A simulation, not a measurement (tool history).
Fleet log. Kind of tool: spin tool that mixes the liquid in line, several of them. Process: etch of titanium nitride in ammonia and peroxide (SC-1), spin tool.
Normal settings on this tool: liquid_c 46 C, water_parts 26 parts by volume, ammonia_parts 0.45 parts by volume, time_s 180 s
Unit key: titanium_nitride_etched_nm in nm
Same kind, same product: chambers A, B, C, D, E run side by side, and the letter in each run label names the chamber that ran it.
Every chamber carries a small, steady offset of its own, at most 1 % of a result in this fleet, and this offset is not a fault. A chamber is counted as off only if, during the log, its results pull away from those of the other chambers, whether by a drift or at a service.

| run | day | liquid_c | water_parts | ammonia_parts | time_s | hours since the thermometer was replaced | hours since the ammonia flow meter was replaced | hours since the heated supply line was repaired | hours since the drum of ammonia solution was connected | read-back film thickness of the titanium nitride reference wafer, read on the same gauge (nm) | titanium_nitride_etched_nm |
|---|---|---|---|---|---|---|---|---|---|---|---|
| 1B | 0.450 | 46 | 26 | 0.45 | 180 | 1404.9 | 23.0 | 385.7 | 582.5 | 80.044 | 3.0512 |
|  | 0.562 | chamber B: thermometer replaced |
| 2D | 1.017 | 46 | 26 | 0.45 | 180 | 246.1 | 1046.8 | 1594.5 | 159.6 | 80.022 | 3.0720 |
| 3E | 1.362 | 46 | 26 | 0.45 | 180 | 329.4 | 441.1 | 121.3 | 725.6 | 80.025 | 3.0973 |
| 4A | 1.904 | 46 | 26 | 0.45 | 180 | 189.3 | 654.3 | 232.6 | 741.0 | 80.002 | 3.0419 |
| 5C | 2.400 | 46 | 26 | 0.45 | 180 | 728.0 | 183.5 | 922.1 | 159.6 | 80.025 | 3.1508 |
| 6D | 2.717 | 46 | 26 | 0.45 | 180 | 286.9 | 1087.6 | 1635.3 | 200.4 | 80.019 | 3.1234 |
| 7C | 3.300 | 46 | 26 | 0.45 | 180 | 749.6 | 205.1 | 943.7 | 181.2 | 80.035 | 3.0231 |
| 8B | 3.700 | 46 | 26 | 0.45 | 180 | 75.3 | 101.0 | 463.7 | 660.5 | 79.987 | 3.0733 |
| 9A | 4.208 | 46 | 26 | 0.45 | 180 | 244.6 | 709.6 | 287.9 | 796.3 | 80.006 | 3.0529 |
| 10E | 4.629 | 52 | 26 | 0.45 | 180 | 407.8 | 519.5 | 199.7 | 804.0 | 79.988 | 4.6332 |
| 11A | 5.162 | 52 | 26 | 0.45 | 180 | 267.5 | 732.5 | 310.8 | 819.2 | 79.958 | 4.5016 |
| 12C | 5.583 | 52 | 26 | 0.45 | 180 | 804.4 | 259.9 | 998.5 | 236.0 | 79.962 | 4.6455 |
| 13E | 6.112 | 52 | 26 | 0.45 | 180 | 443.4 | 555.1 | 235.3 | 839.6 | 80.023 | 4.7505 |
|  | 6.121 | chamber E: new drum of ammonia solution connected |
| 14B | 6.533 | 52 | 26 | 0.45 | 180 | 143.3 | 169.0 | 531.7 | 728.5 | 80.034 | 4.7059 |
| 15D | 7.038 | 46 | 26 | 0.45 | 180 | 390.6 | 1191.3 | 1739.0 | 304.1 | 80.002 | 3.0469 |
| 16A | 7.588 | 46 | 26 | 0.45 | 180 | 325.7 | 790.7 | 369.0 | 877.4 | 80.026 | 2.9404 |
| 17C | 7.912 | 46 | 17 | 0.45 | 125 | 860.3 | 315.8 | 1054.4 | 291.9 | 80.051 | 2.7714 |
| 18B | 8.208 | 46 | 17 | 0.45 | 125 | 183.5 | 209.2 | 571.9 | 768.7 | 79.961 | 2.7087 |
| 19E | 8.783 | 46 | 17 | 0.45 | 125 | 507.5 | 619.2 | 299.4 | 64.0 | 79.990 | 2.6977 |
| 20D | 9.154 | 46 | 17 | 0.45 | 125 | 441.4 | 1242.1 | 1789.8 | 354.9 | 79.991 | 2.6985 |
| 21E | 9.658 | 46 | 17 | 0.45 | 125 | 528.5 | 640.2 | 320.4 | 85.0 | 80.044 | 2.7296 |
| 22B | 10.029 | 46 | 26 | 0.45 | 180 | 227.2 | 252.9 | 615.6 | 812.4 | 79.983 | 3.1151 |
| 23C | 10.608 | 46 | 26 | 0.45 | 180 | 925.0 | 380.5 | 1119.1 | 356.6 | 80.044 | 3.0519 |
| 24D | 11.075 | 46 | 26 | 0.45 | 180 | 487.5 | 1288.2 | 1835.9 | 401.0 | 79.958 | 3.1114 |
|  | 11.354 | chamber B: new drum of ammonia solution connected |
|  | 11.483 | chamber A: new drum of ammonia solution connected |
|  | 11.562 | chamber C: thermometer replaced |
| 25A | 11.629 | 46 | 26 | 0.45 | 180 | 422.7 | 887.7 | 466.0 | 3.5 | 79.985 | 2.9476 |
| 26B | 11.904 | 46 | 26 | 0.45 | 180 | 272.2 | 297.9 | 660.6 | 13.2 | 79.986 | 3.1300 |
| 27D | 12.308 | 46 | 26 | 0.45 | 180 | 517.1 | 1317.8 | 1865.5 | 430.6 | 80.036 | 3.0931 |
|  | 12.354 | chamber D: new drum of ammonia solution connected |
| 28E | 12.683 | 46 | 26 | 0.45 | 180 | 601.1 | 712.8 | 393.0 | 157.6 | 79.969 | 3.0607 |
| 29A | 12.983 | 46 | 26 | 0.45 | 180 | 455.2 | 920.2 | 498.5 | 36.0 | 80.000 | 2.8842 |
| 30C | 13.325 | 46 | 26 | 0.45 | 180 | 42.4 | 445.7 | 1184.3 | 421.8 | 80.000 | 3.0535 |
|  | 13.388 | chamber A: ammonia flow meter replaced |
|  | 13.858 | chamber B: heated supply line repaired |
| 31B | 13.858 | 46 | 26 | 0.45 | 180 | 319.1 | 344.8 | 0.0 | 60.1 | 80.032 | 3.1290 |
| 32C | 14.150 | 46 | 26 | 0.45 | 180 | 62.2 | 465.5 | 1204.1 | 441.6 | 79.971 | 3.0146 |
| 33A | 14.558 | 46 | 26 | 0.45 | 180 | 493.0 | 28.2 | 536.3 | 73.8 | 79.994 | 2.8656 |
| 34D | 14.967 | 46 | 26 | 0.45 | 180 | 580.9 | 1381.6 | 1929.3 | 62.7 | 80.013 | 3.1397 |
| 35E | 15.275 | 38 | 26 | 0.35 | 180 | 663.3 | 775.0 | 455.2 | 219.8 | 79.968 | 1.6054 |
| 36C | 15.617 | 38 | 26 | 0.35 | 180 | 97.4 | 500.7 | 1239.3 | 476.8 | 79.997 | 1.6567 |
| 37D | 15.975 | 38 | 26 | 0.35 | 180 | 605.1 | 1405.8 | 1953.5 | 86.9 | 79.991 | 1.6378 |
| 38A | 16.454 | 38 | 26 | 0.35 | 180 | 538.5 | 73.7 | 581.8 | 119.3 | 80.007 | 1.4989 |

Each of the 5 chambers runs these same settings next. Fill in every chamber's results:
| 39A | 16.871 | 53 | 26 | 0.45 | 180 |  |  |  |  |  | ? |
| 39B | 16.871 | 53 | 26 | 0.45 | 180 |  |  |  |  |  | ? |
| 39C | 16.871 | 53 | 26 | 0.45 | 180 |  |  |  |  |  | ? |
| 39D | 16.871 | 53 | 26 | 0.45 | 180 |  |  |  |  |  | ? |
| 39E | 16.871 | 53 | 26 | 0.45 | 180 |  |  |  |  |  | ? |

| run | titanium_nitride_etched_nm |
|---|---|
| 39A | 4.5981 |
| 39B | 4.9074 |
| 39C | 5.0104 |
| 39D | 5.0559 |
| 39E | 5.0340 |

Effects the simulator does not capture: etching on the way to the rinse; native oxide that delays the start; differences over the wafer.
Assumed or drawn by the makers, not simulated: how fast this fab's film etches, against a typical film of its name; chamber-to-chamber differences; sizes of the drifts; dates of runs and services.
